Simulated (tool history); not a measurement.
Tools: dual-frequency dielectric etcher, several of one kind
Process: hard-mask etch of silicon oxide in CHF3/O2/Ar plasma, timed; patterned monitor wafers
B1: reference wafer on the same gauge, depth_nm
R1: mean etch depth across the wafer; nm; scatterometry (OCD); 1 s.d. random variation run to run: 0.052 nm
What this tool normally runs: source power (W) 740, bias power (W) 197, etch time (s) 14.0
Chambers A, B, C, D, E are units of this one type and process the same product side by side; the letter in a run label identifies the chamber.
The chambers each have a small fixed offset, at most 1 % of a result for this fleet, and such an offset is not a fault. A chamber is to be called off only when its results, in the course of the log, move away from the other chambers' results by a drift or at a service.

Run 1A, hour 8.4: usual settings; B1 34.692. Result: R1 30.931 nm.
Run 2C, hour 20.4: usual settings; B1 34.676. Result: R1 31.016 nm.
Run 3E, hour 30.9: usual settings; B1 34.676. Result: R1 30.699 nm.
Run 4D, hour 42.2: usual settings; B1 34.680. Result: R1 30.914 nm.
Run 5B, hour 53.2: usual settings; B1 34.661. Result: R1 30.436 nm.
Run 6E, hour 60.3: usual settings but bias power (W) 166, etch time (s) 12.5; B1 34.667. Result: R1 25.899 nm.
Run 7C, hour 71.6: usual settings but bias power (W) 166, etch time (s) 12.5; B1 34.654. Result: R1 26.148 nm.
At hour 74.4: chamber A: wet clean of the chamber.
Run 8A, hour 78.9: usual settings but bias power (W) 166, etch time (s) 12.5; B1 34.650. Result: R1 26.038 nm.
Run 9D, hour 86.0: usual settings but bias power (W) 166, etch time (s) 12.5; B1 34.644. Result: R1 26.074 nm.
Run 10B, hour 100.3: usual settings but bias power (W) 166, etch time (s) 12.5; B1 34.644. Result: R1 25.705 nm.
Run 11A, hour 108.3: usual settings; B1 34.637. Result: R1 30.867 nm.
At hour 115.7: chamber E: wet clean of the chamber.
Run 12C, hour 119.6: usual settings; B1 34.610. Result: R1 30.953 nm.
Run 13B, hour 126.9: usual settings; B1 34.613. Result: R1 30.625 nm.
Run 14D, hour 138.9: usual settings; B1 34.612. Result: R1 30.760 nm.
At hour 139.1: chamber B: source power generator calibrated.
Run 15E, hour 145.9: usual settings; B1 34.605. Result: R1 30.652 nm.
Run 16C, hour 159.3: usual settings; B1 34.607. Result: R1 30.991 nm.
Run 17B, hour 170.3: usual settings; B1 34.578. Result: R1 30.557 nm.
At hour 180.7: chamber C: wet clean of the chamber.
Run 18D, hour 180.9: usual settings; B1 34.579. Result: R1 30.785 nm.
Run 19E, hour 189.1: usual settings; B1 34.593. Result: R1 30.684 nm.
Run 20A, hour 199.3: usual settings; B1 34.584. Result: R1 30.867 nm.
At hour 204.3: chamber D: wet clean of the chamber.
Run 21E, hour 206.2: usual settings; B1 34.586. Result: R1 30.554 nm.
Run 22D, hour 215.9: usual settings; B1 34.563. Result: R1 30.663 nm.
Run 23C, hour 226.3: usual settings; B1 34.567. Result: R1 30.939 nm.
Run 24A, hour 239.3: usual settings; B1 34.545. Result: R1 30.790 nm.
At hour 244.1: chamber B: wet clean of the chamber.
Run 25B, hour 253.6: usual settings; B1 34.539. Result: R1 30.423 nm.
Run 26C, hour 267.5: usual settings but source power (W) 680; B1 34.523. Result: R1 29.958 nm.
Run 27D, hour 279.0: usual settings but source power (W) 680; B1 34.515. Result: R1 29.755 nm.
Run 28B, hour 293.6: usual settings but source power (W) 680; B1 34.532. Result: R1 29.471 nm.
Run 29A, hour 306.4: usual settings but source power (W) 680; B1 34.513. Result: R1 29.730 nm.
Run 30E, hour 318.2: usual settings but source power (W) 680; B1 34.504. Result: R1 29.612 nm.
Run 31E, hour 324.7: usual settings; B1 34.507. Result: R1 30.563 nm.
Run 32D, hour 335.4: usual settings; B1 34.483. Result: R1 30.715 nm.
Run 33C, hour 343.4: usual settings; B1 34.485. Result: R1 30.835 nm.
Run 34A, hour 355.0: usual settings; B1 34.466. Result: R1 30.722 nm.
Run 35B, hour 361.7: usual settings; B1 34.490. Result: R1 30.464 nm.
Run 36C, hour 368.8: usual settings; B1 34.476. Result: R1 30.857 nm.

For the next run the whole fleet of 5 chambers uses the same settings. Give each chamber's results:
Run 37A, hour 379.4: usual settings but source power (W) 640. Result: R1 ?.
Run 37B, hour 379.4: usual settings but source power (W) 640. Result: R1 ?.
Run 37C, hour 379.4: usual settings but source power (W) 640. Result: R1 ?.
Run 37D, hour 379.4: usual settings but source power (W) 640. Result: R1 ?.
Run 37E, hour 379.4: usual settings but source power (W) 640. Result: R1 ?.

run      R1
37A  29.070
37B  28.731
37C  29.121
37D  28.967
37E  28.924
